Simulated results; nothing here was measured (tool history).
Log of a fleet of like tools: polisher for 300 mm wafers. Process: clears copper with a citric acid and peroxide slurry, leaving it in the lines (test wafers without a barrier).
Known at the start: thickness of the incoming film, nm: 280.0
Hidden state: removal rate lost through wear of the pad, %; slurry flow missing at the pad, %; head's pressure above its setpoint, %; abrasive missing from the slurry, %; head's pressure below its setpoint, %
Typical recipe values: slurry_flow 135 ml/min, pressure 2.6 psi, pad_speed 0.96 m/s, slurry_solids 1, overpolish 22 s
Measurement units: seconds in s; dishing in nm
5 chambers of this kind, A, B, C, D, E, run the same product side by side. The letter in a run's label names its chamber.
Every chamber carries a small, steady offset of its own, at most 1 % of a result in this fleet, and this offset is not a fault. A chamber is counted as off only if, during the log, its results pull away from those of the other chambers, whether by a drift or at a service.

| run | hour | slurry_flow | pressure | pad_speed | slurry_solids | overpolish | wafers polished on this pad | hours since the slurry nozzle was cleaned | hours since the head pressure was calibrated | hours since the slurry blender was calibrated | seconds | dishing |
|---|---|---|---|---|---|---|---|---|---|---|---|---|
| 1E | 2.9 | 135 | 2.6 | 0.96 | 1 | 22 | 129 | 647.4 | 322.4 | 98.4 | 152.06 | 30.577 |
| 2A | 6.6 | 135 | 2.6 | 0.96 | 1 | 22 | 566 | 167 | 17.9 | 427.6 | 149.68 | 29.26 |
|  | 9.4 | chamber A: slurry blender recalibrated |
| 3D | 10.3 | 135 | 2.6 | 0.96 | 1 | 22 | 918 | 374.1 | 485.7 | 187.7 | 150.77 | 28.915 |
| 4B | 14.9 | 135 | 2.6 | 0.96 | 1 | 22 | 1013 | 188.7 | 739.7 | 78.3 | 150.91 | 30.079 |
|  | 17.2 | chamber A: worn pad replaced by a new one |
| 5C | 20.2 | 135 | 2.6 | 0.96 | 1 | 22 | 991 | 566 | 1036.5 | 316.3 | 151.73 | 27.988 |
|  | 20.3 | chamber E: head pressure recalibrated |
| 6C | 23.2 | 135 | 2.6 | 0.96 | 1 | 22 | 1013 | 569 | 1039.5 | 319.3 | 147.15 | 29.828 |
| 7A | 26.1 | 135 | 2.6 | 0.96 | 1 | 22 | 67 | 186.5 | 37.4 | 16.7 | 151.56 | 28.759 |
| 8D | 28.9 | 135 | 2.6 | 0.96 | 1 | 22 | 1059 | 392.7 | 504.3 | 206.3 | 151.48 | 30.74 |
| 9B | 33.7 | 135 | 2.6 | 0.96 | 1 | 22 | 1154 | 207.5 | 758.5 | 97.1 | 150.48 | 30.336 |
| 10E | 38.9 | 135 | 2.6 | 0.96 | 1 | 22 | 401 | 683.4 | 18.7 | 134.4 | 148.29 | 29.509 |
| 11D | 41.7 | 135 | 2.6 | 0.96 | 1 | 22 | 1155 | 405.5 | 517.1 | 219.1 | 148.79 | 29.012 |
| 12C | 46.9 | 135 | 2.6 | 0.96 | 1 | 22 | 1192 | 592.7 | 1063.2 | 343 | 149.24 | 28.396 |
|  | 48.2 | chamber B: worn pad replaced by a new one |
| 13B | 51.3 | 135 | 2.6 | 1.22 | 1 | 22 | 23 | 225.1 | 776.1 | 114.7 | 115.13 | 36.634 |
|  | 55.1 | chamber E: worn pad replaced by a new one |
| 14E | 55.7 | 135 | 2.6 | 1.22 | 1 | 22 | 4 | 700.2 | 35.5 | 151.2 | 117.39 | 36.846 |
|  | 56.4 | chamber C: worn pad replaced by a new one |
| 15A | 58.3 | 135 | 2.6 | 1.22 | 1 | 22 | 310 | 218.7 | 69.6 | 48.9 | 116.95 | 36.873 |
| 16E | 63.2 | 135 | 2.6 | 1.22 | 1 | 22 | 61 | 707.7 | 43 | 158.7 | 115.29 | 36.674 |
| 17A | 66.9 | 135 | 2.6 | 1.22 | 1 | 22 | 375 | 227.3 | 78.2 | 57.5 | 120.51 | 36.541 |
|  | 67.7 | chamber D: worn pad replaced by a new one |
| 18B | 71.3 | 115 | 2.6 | 0.96 | 1 | 13 | 174 | 245.1 | 796.1 | 134.7 | 155.37 | 18.064 |
|  | 71.5 | chamber E: slurry nozzle cleaned |
|  | 74.4 | chamber C: head pressure recalibrated |
| 19D | 76.2 | 115 | 2.6 | 0.96 | 1 | 13 | 64 | 440 | 551.6 | 253.6 | 154.81 | 17.898 |
| 20C | 79.8 | 115 | 2.6 | 0.96 | 1 | 13 | 176 | 625.6 | 5.5 | 375.9 | 157.93 | 17.717 |
| 21E | 84.2 | 115 | 2.6 | 0.96 | 1 | 13 | 219 | 12.8 | 64 | 179.7 | 154.25 | 18.07 |
| 22B | 87.1 | 115 | 2.6 | 0.96 | 1 | 13 | 293 | 260.9 | 811.9 | 150.5 | 155.17 | 16.784 |
| 23C | 93.1 | 135 | 2.6 | 0.96 | 1 | 22 | 277 | 638.9 | 18.8 | 389.2 | 154.32 | 30.756 |
| 24D | 96 | 135 | 2.6 | 0.96 | 1 | 22 | 213 | 459.8 | 571.4 | 273.4 | 153.91 | 28.41 |
|  | 98.7 | chamber C: slurry nozzle cleaned |
|  | 100.2 | chamber D: slurry blender recalibrated |
| 25A | 101.2 | 135 | 2.6 | 0.96 | 1 | 22 | 634 | 261.6 | 112.5 | 91.8 | 146.19 | 30.815 |
| 26B | 104.8 | 135 | 2.6 | 0.96 | 1 | 22 | 427 | 278.6 | 829.6 | 168.2 | 147.9 | 28.991 |
| 27C | 108 | 135 | 2.6 | 0.96 | 1 | 22 | 389 | 9.3 | 33.7 | 404.1 | 150.19 | 29.037 |
| 28E | 111.8 | 135 | 2.6 | 0.96 | 1 | 22 | 427 | 40.4 | 91.6 | 207.3 | 149.29 | 30.061 |
|  | 115.2 | chamber A: worn pad replaced by a new one |
| 29D | 115.7 | 135 | 2.6 | 0.96 | 1 | 22 | 362 | 479.5 | 591.1 | 15.6 | 150.3 | 29.397 |
| 30A | 119.6 | 135 | 2.6 | 0.96 | 1 | 22 | 33 | 280 | 130.9 | 110.2 | 151.34 | 30.509 |
| 31C | 122.8 | 135 | 2.6 | 0.96 | 1 | 22 | 501 | 24.1 | 48.5 | 418.9 | 146.43 | 29.718 |
| 32E | 127 | 135 | 2.6 | 0.96 | 1 | 22 | 542 | 55.6 | 106.8 | 222.5 | 152.9 | 29.605 |
| 33D | 132.2 | 135 | 2.6 | 0.96 | 1 | 22 | 486 | 496 | 607.6 | 32.1 | 146.32 | 28.027 |
| 34A | 135.8 | 135 | 2.6 | 0.96 | 1 | 22 | 155 | 296.2 | 147.1 | 126.4 | 145.59 | 29.593 |
| 35B | 141.8 | 135 | 2.6 | 0.96 | 1 | 22 | 706 | 315.6 | 866.6 | 205.2 | 146.85 | 29.983 |
| 36B | 144.4 | 135 | 2.6 | 0.96 | 0.9 | 22 | 725 | 318.2 | 869.2 | 207.8 | 150.92 | 30.182 |
|  | 144.8 | chamber E: worn pad replaced by a new one |
| 37A | 148.8 | 135 | 2.6 | 0.96 | 0.9 | 22 | 253 | 309.2 | 160.1 | 139.4 | 154.09 | 28.541 |
| 38E | 153.5 | 135 | 2.6 | 0.96 | 0.9 | 22 | 66 | 82.1 | 133.3 | 249 | 153.43 | 29.587 |
| 39C | 156.8 | 135 | 2.6 | 0.96 | 0.9 | 22 | 757 | 58.1 | 82.5 | 452.9 | 154.55 | 28.396 |
| 40D | 160.4 | 135 | 2.6 | 0.96 | 0.9 | 22 | 699 | 524.2 | 635.8 | 60.3 | 150.75 | 28.396 |
| 41E | 165.8 | 135 | 2.6 | 0.96 | 1 | 22 | 158 | 94.4 | 145.6 | 261.3 | 149.13 | 28.903 |
| 42B | 169.9 | 135 | 2.6 | 0.96 | 1 | 22 | 918 | 343.7 | 894.7 | 233.3 | 148.17 | 29.36 |

All 5 chambers run these settings next. Forecast each chamber's results:
| 43A | 174.2 | 135 | 2.6 | 0.96 | 1 | 30 |  |  |  |  | ? | ? |
| 43B | 174.2 | 135 | 2.6 | 0.96 | 1 | 30 |  |  |  |  | ? | ? |
| 43C | 174.2 | 135 | 2.6 | 0.96 | 1 | 30 |  |  |  |  | ? | ? |
| 43D | 174.2 | 135 | 2.6 | 0.96 | 1 | 30 |  |  |  |  | ? | ? |
| 43E | 174.2 | 135 | 2.6 | 0.96 | 1 | 30 |  |  |  |  | ? | ? |

| run | seconds | dishing |
|---|---|---|
| 43A | 150.17 | 40.094 |
| 43B | 146.22 | 38.116 |
| 43C | 145.3 | 38.51 |
| 43D | 147.33 | 39.408 |
| 43E | 152.27 | 40.06 |
